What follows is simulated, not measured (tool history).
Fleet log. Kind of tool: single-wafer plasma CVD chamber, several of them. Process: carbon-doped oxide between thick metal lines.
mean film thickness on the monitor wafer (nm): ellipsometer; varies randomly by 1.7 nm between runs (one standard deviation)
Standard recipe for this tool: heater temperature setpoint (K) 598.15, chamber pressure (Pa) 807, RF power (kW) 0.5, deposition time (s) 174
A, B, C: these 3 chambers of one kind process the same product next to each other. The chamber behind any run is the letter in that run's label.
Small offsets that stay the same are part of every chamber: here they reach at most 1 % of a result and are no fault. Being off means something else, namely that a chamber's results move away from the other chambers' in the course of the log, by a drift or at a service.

run,hour,heater temperature setpoint (K),chamber pressure (Pa),RF power (kW),deposition time (s),hours since the last thermocouple change,hours since the last RF generator calibration,hours since the last manometer calibration,"read-back reference wafer on the same gauge, thickness_nm",mean film thickness on the monitor wafer (nm)
1C,6.3,598.15,807,0.5,174,774.8,1494.1,1994,976.79,964.27
2A,12.5,598.15,807,0.5,174,936.4,270,164,976.48,967.59
3B,19.2,598.15,807,0.5,174,914.8,121.7,1073.9,975.88,964.71
# hour 22.2: chamber B: capacitance manometer re-zeroed and calibrated
4B,22.6,598.15,807,0.5,174,918.2,125.1,0.5,975.9,963.57
5A,25.9,598.15,807,0.5,174,949.8,283.4,177.4,975.88,968.93
6C,32.8,598.15,807,0.5,174,801.3,1520.6,2020.5,975.45,963.23
7C,38,584.15,807,0.465,174,806.5,1525.8,2025.7,975.57,967.29
8B,43.3,584.15,807,0.465,174,938.9,145.8,21.2,975.14,965.24
9A,46.5,584.15,807,0.465,174,970.4,304,198,974.7,971.19
10A,49.8,598.15,807,0.5,174,973.7,307.3,201.3,974.13,964.53
11C,56.8,598.15,807,0.5,174,825.3,1544.6,2044.5,973.73,959.66
12B,62.3,598.15,807,0.5,174,957.9,164.8,40.2,974,959.12
13A,65.7,598.15,807,0.5,174,989.6,323.2,217.2,973.59,967.25
14B,71.4,611.15,807,0.465,174,967,173.9,49.3,972.96,882.84
15C,76.9,611.15,807,0.465,174,845.4,1564.7,2064.6,973,881.03
16B,82.2,611.15,807,0.465,174,977.8,184.7,60.1,973.31,879.13
17C,88.3,598.15,807,0.5,174,856.8,1576.1,2076,972.84,955.57
18A,94.5,598.15,807,0.5,143,1018.4,352,246,971.78,792.54
19B,100.4,598.15,807,0.5,143,996,202.9,78.3,972.05,788.28
20C,103.5,598.15,807,0.5,143,872,1591.3,2091.2,971.62,788.69
21A,107.2,598.15,807,0.5,174,1031.1,364.7,258.7,971.52,962.72
22A,111.9,598.15,807,0.5,174,1035.8,369.4,263.4,971.16,958.75
23B,115.1,598.15,807,0.5,174,1010.7,217.6,93,970.94,958.32
24C,121.4,598.15,807,0.5,174,889.9,1609.2,2109.1,971.14,957.98
25A,128.1,598.15,807,0.5,174,1052,385.6,279.6,969.95,963.4
26B,132.3,598.15,807,0.5,174,1027.9,234.8,110.2,970.58,954.82

All 3 chambers run these settings next. Forecast each chamber's results:
27A,137.3,605.15,807,0.5,174,,,,,?
27B,137.3,605.15,807,0.5,174,,,,,?
27C,137.3,605.15,807,0.5,174,,,,,?

run,mean film thickness on the monitor wafer (nm)
27A,936.88
27B,936.32
27C,936.28

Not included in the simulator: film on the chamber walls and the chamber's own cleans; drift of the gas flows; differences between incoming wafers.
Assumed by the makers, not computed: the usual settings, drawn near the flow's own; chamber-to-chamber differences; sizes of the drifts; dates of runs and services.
